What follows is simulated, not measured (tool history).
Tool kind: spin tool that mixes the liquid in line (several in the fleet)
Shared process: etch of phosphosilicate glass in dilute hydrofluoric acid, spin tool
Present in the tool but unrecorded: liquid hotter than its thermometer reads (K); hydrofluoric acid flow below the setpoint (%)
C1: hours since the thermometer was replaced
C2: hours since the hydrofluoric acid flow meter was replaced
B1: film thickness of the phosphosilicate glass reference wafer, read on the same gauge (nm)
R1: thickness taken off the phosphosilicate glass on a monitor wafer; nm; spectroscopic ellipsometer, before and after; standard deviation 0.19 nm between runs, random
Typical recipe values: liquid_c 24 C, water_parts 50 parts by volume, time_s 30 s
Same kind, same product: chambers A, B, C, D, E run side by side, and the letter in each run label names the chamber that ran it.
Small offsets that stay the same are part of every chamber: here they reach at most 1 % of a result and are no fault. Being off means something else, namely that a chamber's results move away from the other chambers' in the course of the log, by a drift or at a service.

Run 1C, hour 10.3: usual settings; C1 1620.4; C2 522.1; B1 109.98. Result: R1 49.085 nm.
Run 2A, hour 20: usual settings; C1 258.9; C2 1556.8; B1 110.01. Result: R1 48.263 nm.
Run 3D, hour 25.3: usual settings; C1 1272.4; C2 627.5; B1 110.01. Result: R1 49.082 nm.
Run 4E, hour 33.4: usual settings; C1 922.5; C2 64.4; B1 110.01. Result: R1 48.936 nm.
Run 5B, hour 41.4: usual settings; C1 429.2; C2 1024.6; B1 110.03. Result: R1 49.069 nm.
Run 6E, hour 48.2: usual settings; C1 937.3; C2 79.2; B1 110.01. Result: R1 48.97 nm.
Run 7D, hour 55.5: usual settings but liquid_c 28 C; C1 1302.6; C2 657.7; B1 110.01. Result: R1 57.438 nm.
Run 8A, hour 63.7: usual settings but liquid_c 28 C; C1 302.6; C2 1600.5; B1 109.98. Result: R1 57.848 nm.
Run 9C, hour 71.9: usual settings but liquid_c 28 C; C1 1682; C2 583.7; B1 109.99. Result: R1 57.467 nm.
Run 10B, hour 79.3: usual settings but liquid_c 28 C; C1 467.1; C2 1062.5; B1 110. Result: R1 57.631 nm.
At hour 80.3: chamber A: hydrofluoric acid flow meter replaced.
Run 11C, hour 84.3: usual settings but liquid_c 28 C; C1 1694.4; C2 596.1; B1 110. Result: R1 58.032 nm.
Run 12D, hour 92.2: usual settings; C1 1339.3; C2 694.4; B1 110.01. Result: R1 49.056 nm.
Run 13B, hour 101: usual settings; C1 488.8; C2 1084.2; B1 110.03. Result: R1 48.889 nm.
Run 14A, hour 109.8: usual settings; C1 348.7; C2 29.6; B1 109.97. Result: R1 48.595 nm.
Run 15E, hour 117: usual settings; C1 1006.1; C2 148; B1 110. Result: R1 48.598 nm.
Run 16C, hour 124.6: usual settings; C1 1734.7; C2 636.4; B1 109.99. Result: R1 48.824 nm.
Run 17B, hour 135.5: usual settings but water_parts 30 parts by volume; C1 523.3; C2 1118.7; B1 109.96. Result: R1 84.492 nm.
Run 18A, hour 140.7: usual settings but water_parts 30 parts by volume; C1 379.6; C2 60.5; B1 109.98. Result: R1 82.775 nm.
Run 19E, hour 146.6: usual settings but water_parts 30 parts by volume; C1 1035.7; C2 177.6; B1 109.98. Result: R1 84.483 nm.
Run 20D, hour 152.3: usual settings but water_parts 30 parts by volume; C1 1399.4; C2 754.5; B1 109.99. Result: R1 82.814 nm.
Run 21D, hour 159.4: usual settings but water_parts 30 parts by volume; C1 1406.5; C2 761.6; B1 110.02. Result: R1 83.119 nm.
Run 22C, hour 165.4: usual settings; C1 1775.5; C2 677.2; B1 109.98. Result: R1 48.978 nm.
Run 23A, hour 170.3: usual settings; C1 409.2; C2 90.1; B1 110. Result: R1 48.621 nm.
Run 24B, hour 179.1: usual settings; C1 566.9; C2 1162.3; B1 109.99. Result: R1 49.047 nm.
Run 25E, hour 188.5: usual settings but water_parts 60 parts by volume, time_s 15 s; C1 1077.6; C2 219.5; B1 110. Result: R1 20.243 nm.
Run 26E, hour 196.1: usual settings but water_parts 60 parts by volume, time_s 15 s; C1 1085.2; C2 227.1; B1 109.97. Result: R1 20.21 nm.
Run 27D, hour 204.7: usual settings but water_parts 60 parts by volume, time_s 15 s; C1 1451.8; C2 806.9; B1 109.99. Result: R1 20.235 nm.
Run 28B, hour 210.4: usual settings but water_parts 60 parts by volume, time_s 15 s; C1 598.2; C2 1193.6; B1 110.01. Result: R1 20.192 nm.
Run 29A, hour 220.5: usual settings but water_parts 60 parts by volume, time_s 15 s; C1 459.4; C2 140.3; B1 110.05. Result: R1 20.062 nm.
Run 30C, hour 229.6: usual settings but liquid_c 20.5 C; C1 1839.7; C2 741.4; B1 109.99. Result: R1 42.292 nm.
Run 31D, hour 238: usual settings but liquid_c 20.5 C; C1 1485.1; C2 840.2; B1 110.03. Result: R1 42.551 nm.
Run 32C, hour 245.2: usual settings but liquid_c 20.5 C; C1 1855.3; C2 757; B1 109.99. Result: R1 42.226 nm.
Run 33E, hour 254.4: usual settings but liquid_c 20.5 C; C1 1143.5; C2 285.4; B1 109.98. Result: R1 42.24 nm.

All 5 chambers run these settings next. Forecast each chamber's results:
Run 34A, hour 262.1: usual settings. Result: R1 ?.
Run 34B, hour 262.1: usual settings. Result: R1 ?.
Run 34C, hour 262.1: usual settings. Result: R1 ?.
Run 34D, hour 262.1: usual settings. Result: R1 ?.
Run 34E, hour 262.1: usual settings. Result: R1 ?.

run      R1
34A  48.874
34B  49.153
34C   49.14
34D  49.486
34E  49.003
